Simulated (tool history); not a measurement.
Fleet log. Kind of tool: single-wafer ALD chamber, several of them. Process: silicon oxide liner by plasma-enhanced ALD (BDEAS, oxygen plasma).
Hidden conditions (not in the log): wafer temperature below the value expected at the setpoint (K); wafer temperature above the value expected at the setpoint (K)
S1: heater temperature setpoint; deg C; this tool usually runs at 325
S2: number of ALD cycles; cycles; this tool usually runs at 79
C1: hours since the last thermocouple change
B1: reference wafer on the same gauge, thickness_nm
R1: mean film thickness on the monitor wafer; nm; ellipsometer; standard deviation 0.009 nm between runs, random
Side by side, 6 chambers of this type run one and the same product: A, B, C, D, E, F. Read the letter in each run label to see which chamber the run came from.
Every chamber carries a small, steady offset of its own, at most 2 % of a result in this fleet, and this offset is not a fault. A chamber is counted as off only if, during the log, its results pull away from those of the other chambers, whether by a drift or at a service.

Run 1B, hour 14.5: usual settings; C1 1432.7; B1 6.9100. Result: R1 7.0796 nm.
Run 2F, hour 26.3: usual settings; C1 257.4; B1 6.9132. Result: R1 7.1127 nm.
Run 3D, hour 40.2: usual settings; C1 951.3; B1 6.9138. Result: R1 7.0826 nm.
Run 4A, hour 56.6: usual settings; C1 630.2; B1 6.9159. Result: R1 7.1039 nm.
Run 5E, hour 65.6: usual settings; C1 508.3; B1 6.9131. Result: R1 7.1151 nm.
Run 6C, hour 79.5: usual settings; C1 1553.9; B1 6.9162. Result: R1 7.2154 nm.
Run 7F, hour 95.1: usual settings; C1 326.2; B1 6.9169. Result: R1 7.1051 nm.
Run 8C, hour 105.0: usual settings; C1 1579.4; B1 6.9190. Result: R1 7.2121 nm.
Run 9A, hour 112.8: usual settings; C1 686.4; B1 6.9176. Result: R1 7.1122 nm.
Run 10D, hour 121.0: usual settings; C1 1032.1; B1 6.9191. Result: R1 7.0788 nm.
Run 11E, hour 131.0: usual settings; C1 573.7; B1 6.9193. Result: R1 7.0862 nm.
Run 12B, hour 139.0: usual settings; C1 1557.2; B1 6.9218. Result: R1 7.1098 nm.
At hour 143.1: chamber D: thermocouple changed; heater temperature recalibrated.
Run 13B, hour 146.9: usual settings; C1 1565.1; B1 6.9215. Result: R1 7.1119 nm.
Run 14A, hour 163.6: usual settings; C1 737.2; B1 6.9226. Result: R1 7.1241 nm.
Run 15E, hour 172.1: usual settings; C1 614.8; B1 6.9238. Result: R1 7.0949 nm.
Run 16D, hour 188.1: usual settings; C1 45.0; B1 6.9233. Result: R1 7.1184 nm.
Run 17C, hour 195.8: usual settings; C1 1670.2; B1 6.9270. Result: R1 7.2235 nm.
Run 18F, hour 209.2: usual settings; C1 440.3; B1 6.9283. Result: R1 7.1310 nm.
Run 19B, hour 219.8: usual settings; C1 1638.0; B1 6.9256. Result: R1 7.1095 nm.
Run 20F, hour 229.1: usual settings; C1 460.2; B1 6.9257. Result: R1 7.1199 nm.
Run 21E, hour 243.5: usual settings; C1 686.2; B1 6.9281. Result: R1 7.1126 nm.
Run 22A, hour 258.3: usual settings; C1 831.9; B1 6.9305. Result: R1 7.1304 nm.
Run 23D, hour 269.4: usual settings; C1 126.3; B1 6.9287. Result: R1 7.0936 nm.
Run 24C, hour 278.9: usual settings; C1 1753.3; B1 6.9299. Result: R1 7.2224 nm.
Run 25E, hour 295.0: usual settings but S1 320 deg C, S2 94 cycles; C1 737.7; B1 6.9318. Result: R1 8.5337 nm.
Run 26F, hour 302.6: usual settings but S1 320 deg C, S2 94 cycles; C1 533.7; B1 6.9324. Result: R1 8.5430 nm.
Run 27C, hour 317.8: usual settings but S1 320 deg C, S2 94 cycles; C1 1792.2; B1 6.9349. Result: R1 8.6534 nm.
Run 28A, hour 331.1: usual settings but S1 320 deg C, S2 94 cycles; C1 904.7; B1 6.9340. Result: R1 8.5393 nm.
Run 29D, hour 347.4: usual settings but S1 320 deg C, S2 94 cycles; C1 204.3; B1 6.9343. Result: R1 8.5169 nm.
At hour 350.9: chamber A: thermocouple changed; heater temperature recalibrated.
Run 30B, hour 357.3: usual settings but S1 320 deg C, S2 94 cycles; C1 1775.5; B1 6.9361. Result: R1 8.5208 nm.
Run 31D, hour 368.8: usual settings; C1 225.7; B1 6.9385. Result: R1 7.1217 nm.
Run 32C, hour 377.9: usual settings; C1 1852.3; B1 6.9379. Result: R1 7.2303 nm.
Run 33F, hour 386.8: usual settings; C1 617.9; B1 6.9363. Result: R1 7.1382 nm.
Run 34B, hour 397.2: usual settings but S1 337 deg C, S2 71 cycles; C1 1815.4; B1 6.9369. Result: R1 6.3053 nm.
Run 35E, hour 407.4: usual settings but S1 337 deg C, S2 71 cycles; C1 850.1; B1 6.9386. Result: R1 6.2901 nm.
Run 36A, hour 421.4: usual settings but S1 337 deg C, S2 71 cycles; C1 70.6; B1 6.9408. Result: R1 6.3112 nm.
Run 37E, hour 435.2: usual settings but S1 337 deg C, S2 71 cycles; C1 877.9; B1 6.9409. Result: R1 6.2834 nm.
Run 38C, hour 448.8: usual settings but S1 337 deg C, S2 71 cycles; C1 1923.2; B1 6.9411. Result: R1 6.3775 nm.
Run 39A, hour 461.2: usual settings but S1 337 deg C, S2 71 cycles; C1 110.4; B1 6.9435. Result: R1 6.3111 nm.
Run 40F, hour 471.1: usual settings; C1 702.2; B1 6.9428. Result: R1 7.1431 nm.
Run 41D, hour 483.8: usual settings; C1 340.7; B1 6.9472. Result: R1 7.1131 nm.

Each of the 6 chambers runs these same settings next. Fill in every chamber's results:
Run 42A, hour 495.8: usual settings but S1 319 deg C. Result: R1 ?.
Run 42B, hour 495.8: usual settings but S1 319 deg C. Result: R1 ?.
Run 42C, hour 495.8: usual settings but S1 319 deg C. Result: R1 ?.
Run 42D, hour 495.8: usual settings but S1 319 deg C. Result: R1 ?.
Run 42E, hour 495.8: usual settings but S1 319 deg C. Result: R1 ?.
Run 42F, hour 495.8: usual settings but S1 319 deg C. Result: R1 ?.

run      R1
42A  7.2015
42B  7.1928
42C  7.3100
42D  7.1917
42E  7.1871
42F  7.2198

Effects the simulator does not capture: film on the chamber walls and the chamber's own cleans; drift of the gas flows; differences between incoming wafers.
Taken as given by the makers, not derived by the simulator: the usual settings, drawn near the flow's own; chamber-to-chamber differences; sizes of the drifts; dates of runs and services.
